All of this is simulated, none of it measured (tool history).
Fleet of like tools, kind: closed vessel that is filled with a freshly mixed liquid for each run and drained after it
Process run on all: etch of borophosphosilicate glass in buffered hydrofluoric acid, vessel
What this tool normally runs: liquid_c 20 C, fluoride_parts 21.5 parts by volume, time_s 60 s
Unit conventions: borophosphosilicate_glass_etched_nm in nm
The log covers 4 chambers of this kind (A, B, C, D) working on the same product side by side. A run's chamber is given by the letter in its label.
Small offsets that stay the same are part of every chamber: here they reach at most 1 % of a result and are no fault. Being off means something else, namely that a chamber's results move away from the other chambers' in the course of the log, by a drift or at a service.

run    day  liquid_c  fluoride_parts  time_s  read-back film thickness of the borophosphosilicate glass reference wafer, read on the same gauge (nm)  borophosphosilicate_glass_etched_nm
 1B  0.379        20            21.5      60                                                                                                      50                               82.821
 2D  0.579        20            21.5      60                                                                                                  49.978                               83.089
 3A  0.821        20            21.5      60                                                                                                  50.014                               82.126
 4C  1.208        20            21.5      60                                                                                                  49.984                               82.335
 5D  1.583        20            21.5      60                                                                                                  50.011                               82.987
 6C  1.971        20            21.5      60                                                                                                  49.983                               82.235
 7B  2.367        20            21.5      60                                                                                                  50.006                               81.834
 8A  2.688        20            21.5      60                                                                                                   50.01                               82.637
 9B  2.879        20            21.5      60                                                                                                  49.979                               82.035
10D  3.104        20            21.5      60                                                                                                  50.015                               83.821
11A  3.379        20            21.5      60                                                                                                  49.984                               82.978
12C  3.788        20              29      60                                                                                                  50.002                               66.748
13C  4.108        20              29      60                                                                                                   49.99                               66.547
14D    4.3        20              29      60                                                                                                  49.967                               67.782
15B  4.517        20              29      60                                                                                                  50.011                               66.383
16A    4.9      22.5            21.5      60                                                                                                   50.04                               94.502
     4.946  -- chamber A: hydrofluoric acid flow meter replaced
17A   5.15      22.5            21.5      60                                                                                                  49.985                                94.96
18C  5.367      22.5            21.5      60                                                                                                  49.995                                94.17
19B  5.792      22.5            21.5      60                                                                                                  49.992                               93.128
20D  6.096        20            21.5      60                                                                                                  50.008                               82.889
21C    6.3        20            21.5      60                                                                                                  50.001                               82.657
22B  6.725        20            21.5      60                                                                                                  50.007                               80.092
23D  6.967        20            21.5      60                                                                                                  49.996                               83.023
24A  7.162        20            21.5      60                                                                                                  49.987                               82.557
25B  7.592        20            21.5      60                                                                                                  50.008                               80.529
26A  7.804        20            21.5      60                                                                                                  50.026                               82.998
27D  8.208        20            21.5      60                                                                                                  50.041                               82.446
28C  8.471        20            28.5      60                                                                                                  49.994                               68.233
29C  8.683        20            28.5      60                                                                                                  49.984                               67.709
30D  8.988        20            28.5      60                                                                                                  50.004                               67.926
31B  9.262        20            28.5      60                                                                                                  50.005                               65.622

One chamber off, gauge drift, or nothing amiss beyond the chambers' own small offsets? If it is a chamber, which one, and what is the likeliest cause?

Chamber B drifts away from the others.
Cause: hydrofluoric acid flow below the setpoint (%) = 4.
It could be hard to tell apart here from: liquid colder than its thermometer reads (K).

Here are 4 candidates for chamber B's next run, each the usual settings with a change, their results left as question marks. Which one brings its results back in line with what the others give on the usual settings?
In-line tolerance around the mean of the other chambers on the usual settings: borophosphosilicate_glass_etched_nm 1.2 nm
32B-1  9.575        21            21.5      60                                                                                                                                            ?
32B-2  9.575      19.5            21.5      60                                                                                                                                            ?
32B-3  9.575      20.5            21.5      60                                                                                                                                            ?
32B-4  9.575        20            23.5      60                                                                                                                                            ?

On the usual settings, the other chambers give on average: borophosphosilicate_glass_etched_nm 82.636 nm
  run  borophosphosilicate_glass_etched_nm
32B-1                               84.711
32B-2                               77.942
32B-3                               82.399
32B-4                               75.352
It is 32B-3 that realigns the chamber with its peers.

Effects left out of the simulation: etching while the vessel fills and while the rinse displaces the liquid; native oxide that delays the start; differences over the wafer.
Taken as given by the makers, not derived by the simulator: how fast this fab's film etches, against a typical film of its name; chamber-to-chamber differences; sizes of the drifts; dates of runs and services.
